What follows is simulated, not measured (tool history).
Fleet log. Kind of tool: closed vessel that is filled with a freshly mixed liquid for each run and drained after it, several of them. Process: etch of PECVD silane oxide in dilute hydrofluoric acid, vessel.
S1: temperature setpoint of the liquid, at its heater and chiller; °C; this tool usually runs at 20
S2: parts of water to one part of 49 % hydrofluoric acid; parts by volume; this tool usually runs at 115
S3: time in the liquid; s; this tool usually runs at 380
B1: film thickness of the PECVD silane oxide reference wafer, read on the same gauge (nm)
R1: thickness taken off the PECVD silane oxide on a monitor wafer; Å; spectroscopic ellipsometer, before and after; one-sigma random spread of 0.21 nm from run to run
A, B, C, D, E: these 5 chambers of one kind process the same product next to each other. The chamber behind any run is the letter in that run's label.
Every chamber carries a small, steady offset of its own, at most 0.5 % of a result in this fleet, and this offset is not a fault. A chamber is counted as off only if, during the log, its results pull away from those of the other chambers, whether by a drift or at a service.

| run | hour | S1 | S2 | S3 | B1 | R1 |
|---|---|---|---|---|---|---|
| 1C | 3.5 | 20 | 115 | 380 | 39.995 | 474.53 |
| 2D | 7.8 | 20 | 115 | 380 | 39.996 | 469.97 |
| 3E | 12.2 | 20 | 115 | 380 | 39.983 | 466.24 |
| 4B | 19.6 | 20 | 115 | 380 | 40.022 | 466.94 |
| 5A | 26.3 | 20 | 115 | 380 | 40.002 | 470.98 |
| 6E | 33.5 | 20 | 115 | 380 | 39.966 | 465.42 |
| 7B | 40.5 | 20 | 115 | 380 | 39.98 | 469.29 |
| 8A | 47.2 | 20 | 115 | 380 | 39.979 | 466.79 |
| 9D | 54.1 | 20 | 115 | 380 | 40.012 | 471.83 |
| 10C | 58.7 | 20 | 115 | 380 | 40.017 | 472.17 |
| 11E | 62.2 | 20 | 115 | 380 | 39.977 | 466.45 |
| 12B | 67.4 | 20 | 115 | 380 | 39.987 | 470.14 |
| 13A | 71.3 | 20 | 115 | 380 | 40.01 | 469.04 |
| 14D | 76.8 | 23.5 | 70 | 380 | 40.007 | 944.54 |
| 15C | 83.5 | 23.5 | 70 | 380 | 39.997 | 923.96 |
| 16C | 88.7 | 23.5 | 70 | 380 | 40.02 | 930.35 |
| 17B | 93.1 | 23.5 | 70 | 380 | 40.035 | 936.82 |
|  | 95.4 | chamber B: thermometer replaced |
| 18A | 99.5 | 23.5 | 70 | 380 | 40.014 | 948.87 |
| 19E | 102.8 | 20 | 115 | 380 | 40.009 | 465.17 |
| 20D | 106.3 | 20 | 115 | 380 | 40.002 | 470.84 |
| 21D | 111.6 | 20 | 115 | 380 | 40.015 | 469.43 |
| 22B | 117.2 | 20 | 115 | 380 | 40 | 469.45 |
| 23C | 120.4 | 20 | 115 | 380 | 40.002 | 478.32 |
| 24A | 125.6 | 20 | 115 | 380 | 39.97 | 470.52 |
| 25E | 129 | 18.5 | 115 | 380 | 39.949 | 439.21 |
| 26C | 133.3 | 18.5 | 115 | 380 | 39.961 | 450.74 |
| 27B | 139.5 | 18.5 | 115 | 380 | 39.957 | 440.1 |
| 28E | 144.9 | 18.5 | 115 | 380 | 40.019 | 438.09 |
| 29A | 150.6 | 18.5 | 115 | 380 | 40.01 | 441.18 |
| 30D | 156.3 | 20 | 115 | 380 | 40.025 | 471.54 |
| 31D | 160.2 | 20 | 115 | 515 | 39.99 | 634.63 |
| 32B | 164.5 | 20 | 115 | 515 | 39.992 | 634.75 |
| 33E | 168 | 20 | 115 | 515 | 39.989 | 633.92 |
| 34A | 174.5 | 20 | 115 | 515 | 39.984 | 640.04 |
| 35C | 179.4 | 20 | 115 | 515 | 40.046 | 659.84 |
| 36E | 183.9 | 20 | 115 | 380 | 40.011 | 468.34 |
| 37A | 189.8 | 20 | 115 | 380 | 39.993 | 471.72 |
| 38B | 194.2 | 20 | 115 | 250 | 39.996 | 306.68 |
| 39C | 198.1 | 20 | 115 | 250 | 39.999 | 323.55 |

One chamber off, gauge drift, or nothing amiss beyond the chambers' own small offsets? If it is a chamber, which one, and what is the likeliest cause?

It is chamber C that slowly wanders off from its peers.
Most likely cause: hydrofluoric acid flow above the setpoint (%) = 4.31.
From this log alone, it may not be told apart from: liquid hotter than its thermometer reads (K).

Here are 4 candidates for chamber C's next run, each the usual settings with a change, their results left as question marks. Which one brings its results back in line with what the others give on the usual settings?
In-line tolerance around the mean of the other chambers on the usual settings: R1 7.5 Å
| 40C-1 | 203.4 | 20 | 115 | 400 |  | ? |
| 40C-2 | 203.4 | 20 | 125 | 380 |  | ? |
| 40C-3 | 203.4 | 20 | 115 | 420 |  | ? |
| 40C-4 | 203.4 | 20 | 120 | 380 |  | ? |

The mean the other chambers reach with the usual settings: R1 469.54 Å
| run | R1 |
|---|---|
| 40C-1 | 518.24 |
| 40C-2 | 448.84 |
| 40C-3 | 544.15 |
| 40C-4 | 469.68 |
The answer is 40C-4, which returns the chamber to within the allowed miss of the others.

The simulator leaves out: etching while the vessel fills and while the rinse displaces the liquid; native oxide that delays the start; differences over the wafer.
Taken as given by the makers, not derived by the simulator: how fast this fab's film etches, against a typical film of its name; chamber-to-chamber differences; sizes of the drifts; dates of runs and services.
